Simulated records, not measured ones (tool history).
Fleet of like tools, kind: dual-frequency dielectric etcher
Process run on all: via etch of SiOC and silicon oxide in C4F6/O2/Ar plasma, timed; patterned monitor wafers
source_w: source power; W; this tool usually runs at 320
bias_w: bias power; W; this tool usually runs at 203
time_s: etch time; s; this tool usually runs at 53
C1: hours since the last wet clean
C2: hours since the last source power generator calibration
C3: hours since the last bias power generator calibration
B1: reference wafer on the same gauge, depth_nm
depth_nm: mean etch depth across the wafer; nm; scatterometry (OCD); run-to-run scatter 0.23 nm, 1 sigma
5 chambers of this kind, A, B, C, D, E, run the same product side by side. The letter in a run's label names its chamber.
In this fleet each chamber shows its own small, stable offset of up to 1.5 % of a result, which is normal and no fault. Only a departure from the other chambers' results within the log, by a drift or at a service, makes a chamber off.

{"run": "1B", "hour": 6.7, "source_w": 320, "bias_w": 203, "time_s": 53, "C1": 388.8, "C2": 1017.1, "C3": 755.4, "B1": 56.371, "depth_nm": 56.451}
{"run": "2C", "hour": 11.3, "source_w": 320, "bias_w": 203, "time_s": 53, "C1": 110.1, "C2": 2648.3, "C3": 991.4, "B1": 56.457, "depth_nm": 57.001}
{"run": "3D", "hour": 14.7, "source_w": 320, "bias_w": 203, "time_s": 53, "C1": 511.3, "C2": 3238.9, "C3": 1508.2, "B1": 56.412, "depth_nm": 57.038}
{"run": "4E", "hour": 18.6, "source_w": 320, "bias_w": 203, "time_s": 53, "C1": 18.7, "C2": 1785.4, "C3": 3598.8, "B1": 56.424, "depth_nm": 56.737}
{"run": "5A", "hour": 23.2, "source_w": 320, "bias_w": 203, "time_s": 53, "C1": 192.6, "C2": 1838.7, "C3": 1114.9, "B1": 56.357, "depth_nm": 56.752}
{"run": "6E", "hour": 28.8, "source_w": 320, "bias_w": 203, "time_s": 53, "C1": 28.9, "C2": 1795.6, "C3": 3609.0, "B1": 56.43, "depth_nm": 57.335}
{"run": "7C", "hour": 33.0, "source_w": 320, "bias_w": 203, "time_s": 53, "C1": 131.8, "C2": 2670.0, "C3": 1013.1, "B1": 56.365, "depth_nm": 57.258}
{"run": "8B", "hour": 37.5, "source_w": 320, "bias_w": 203, "time_s": 53, "C1": 419.6, "C2": 1047.9, "C3": 786.2, "B1": 56.399, "depth_nm": 56.27}
{"run": "9D", "hour": 43.6, "source_w": 320, "bias_w": 203, "time_s": 53, "C1": 540.2, "C2": 3267.8, "C3": 1537.1, "B1": 56.401, "depth_nm": 57.097}
{"run": "10A", "hour": 49.5, "source_w": 320, "bias_w": 203, "time_s": 53, "C1": 218.9, "C2": 1865.0, "C3": 1141.2, "B1": 56.485, "depth_nm": 57.153}
{"run": "11D", "hour": 54.3, "source_w": 320, "bias_w": 203, "time_s": 53, "C1": 550.9, "C2": 3278.5, "C3": 1547.8, "B1": 56.341, "depth_nm": 57.086}
{"run": "12C", "hour": 59.5, "source_w": 320, "bias_w": 203, "time_s": 53, "C1": 158.3, "C2": 2696.5, "C3": 1039.6, "B1": 56.359, "depth_nm": 57.172}
{"run": "13B", "hour": 64.3, "source_w": 320, "bias_w": 203, "time_s": 53, "C1": 446.4, "C2": 1074.7, "C3": 813.0, "B1": 56.382, "depth_nm": 55.965}
{"run": "14E", "hour": 70.1, "source_w": 250, "bias_w": 203, "time_s": 53, "C1": 70.2, "C2": 1836.9, "C3": 3650.3, "B1": 56.455, "depth_nm": 51.669}
{"run": "15A", "hour": 76.8, "source_w": 250, "bias_w": 203, "time_s": 53, "C1": 246.2, "C2": 1892.3, "C3": 1168.5, "B1": 56.438, "depth_nm": 52.096}
{"run": "16C", "hour": 83.7, "source_w": 250, "bias_w": 203, "time_s": 53, "C1": 182.5, "C2": 2720.7, "C3": 1063.8, "B1": 56.375, "depth_nm": 52.09}
{"hour": 85.7, "done": "chamber B: wet clean of the chamber"}
{"run": "17B", "hour": 90.0, "source_w": 250, "bias_w": 203, "time_s": 53, "C1": 4.3, "C2": 1100.4, "C3": 838.7, "B1": 56.429, "depth_nm": 49.187}
{"run": "18E", "hour": 94.0, "source_w": 250, "bias_w": 203, "time_s": 53, "C1": 94.1, "C2": 1860.8, "C3": 3674.2, "B1": 56.423, "depth_nm": 52.102}
{"run": "19D", "hour": 98.6, "source_w": 320, "bias_w": 203, "time_s": 53, "C1": 595.2, "C2": 3322.8, "C3": 1592.1, "B1": 56.419, "depth_nm": 57.51}
{"run": "20A", "hour": 105.8, "source_w": 320, "bias_w": 203, "time_s": 53, "C1": 275.2, "C2": 1921.3, "C3": 1197.5, "B1": 56.394, "depth_nm": 56.792}
{"run": "21C", "hour": 111.4, "source_w": 320, "bias_w": 203, "time_s": 53, "C1": 210.2, "C2": 2748.4, "C3": 1091.5, "B1": 56.43, "depth_nm": 57.299}
{"run": "22E", "hour": 115.0, "source_w": 320, "bias_w": 203, "time_s": 53, "C1": 115.1, "C2": 1881.8, "C3": 3695.2, "B1": 56.383, "depth_nm": 57.134}
{"run": "23A", "hour": 121.5, "source_w": 320, "bias_w": 203, "time_s": 53, "C1": 290.9, "C2": 1937.0, "C3": 1213.2, "B1": 56.426, "depth_nm": 57.043}
{"hour": 124.1, "done": "chamber D: wet clean of the chamber"}
{"run": "24B", "hour": 124.7, "source_w": 320, "bias_w": 203, "time_s": 53, "C1": 39.0, "C2": 1135.1, "C3": 873.4, "B1": 56.442, "depth_nm": 55.078}
{"run": "25D", "hour": 130.5, "source_w": 320, "bias_w": 203, "time_s": 53, "C1": 6.4, "C2": 3354.7, "C3": 1624.0, "B1": 56.395, "depth_nm": 57.164}
{"run": "26B", "hour": 134.0, "source_w": 320, "bias_w": 203, "time_s": 53, "C1": 48.3, "C2": 1144.4, "C3": 882.7, "B1": 56.405, "depth_nm": 54.706}
{"run": "27C", "hour": 138.0, "source_w": 320, "bias_w": 203, "time_s": 53, "C1": 236.8, "C2": 2775.0, "C3": 1118.1, "B1": 56.399, "depth_nm": 57.41}
{"run": "28D", "hour": 143.5, "source_w": 320, "bias_w": 203, "time_s": 53, "C1": 19.4, "C2": 3367.7, "C3": 1637.0, "B1": 56.407, "depth_nm": 57.171}
{"run": "29A", "hour": 147.2, "source_w": 320, "bias_w": 203, "time_s": 53, "C1": 316.6, "C2": 1962.7, "C3": 1238.9, "B1": 56.44, "depth_nm": 56.494}
{"run": "30E", "hour": 153.9, "source_w": 320, "bias_w": 203, "time_s": 53, "C1": 154.0, "C2": 1920.7, "C3": 3734.1, "B1": 56.349, "depth_nm": 56.939}
{"run": "31B", "hour": 159.3, "source_w": 320, "bias_w": 203, "time_s": 53, "C1": 73.6, "C2": 1169.7, "C3": 908.0, "B1": 56.397, "depth_nm": 55.076}
{"run": "32C", "hour": 165.2, "source_w": 320, "bias_w": 203, "time_s": 53, "C1": 264.0, "C2": 2802.2, "C3": 1145.3, "B1": 56.356, "depth_nm": 57.46}
{"run": "33D", "hour": 170.5, "source_w": 320, "bias_w": 203, "time_s": 53, "C1": 46.4, "C2": 3394.7, "C3": 1664.0, "B1": 56.404, "depth_nm": 57.183}
{"run": "34A", "hour": 175.0, "source_w": 320, "bias_w": 203, "time_s": 53, "C1": 344.4, "C2": 1990.5, "C3": 1266.7, "B1": 56.445, "depth_nm": 56.662}
{"run": "35E", "hour": 181.4, "source_w": 320, "bias_w": 203, "time_s": 53, "C1": 181.5, "C2": 1948.2, "C3": 3761.6, "B1": 56.383, "depth_nm": 56.68}
{"run": "36B", "hour": 185.0, "source_w": 390, "bias_w": 203, "time_s": 53, "C1": 99.3, "C2": 1195.4, "C3": 933.7, "B1": 56.377, "depth_nm": 59.309}
{"run": "37A", "hour": 188.7, "source_w": 390, "bias_w": 203, "time_s": 53, "C1": 358.1, "C2": 2004.2, "C3": 1280.4, "B1": 56.415, "depth_nm": 60.588}

Each of the 5 chambers runs these same settings next. Fill in every chamber's results:
{"run": "38A", "hour": 194.0, "source_w": 320, "bias_w": 203, "time_s": 61, "depth_nm": "?"}
{"run": "38B", "hour": 194.0, "source_w": 320, "bias_w": 203, "time_s": 61, "depth_nm": "?"}
{"run": "38C", "hour": 194.0, "source_w": 320, "bias_w": 203, "time_s": 61, "depth_nm": "?"}
{"run": "38D", "hour": 194.0, "source_w": 320, "bias_w": 203, "time_s": 61, "depth_nm": "?"}
{"run": "38E", "hour": 194.0, "source_w": 320, "bias_w": 203, "time_s": 61, "depth_nm": "?"}

run=38A depth_nm=65.756
run=38B depth_nm=62.998
run=38C depth_nm=66.213
run=38D depth_nm=66.075
run=38E depth_nm=65.729

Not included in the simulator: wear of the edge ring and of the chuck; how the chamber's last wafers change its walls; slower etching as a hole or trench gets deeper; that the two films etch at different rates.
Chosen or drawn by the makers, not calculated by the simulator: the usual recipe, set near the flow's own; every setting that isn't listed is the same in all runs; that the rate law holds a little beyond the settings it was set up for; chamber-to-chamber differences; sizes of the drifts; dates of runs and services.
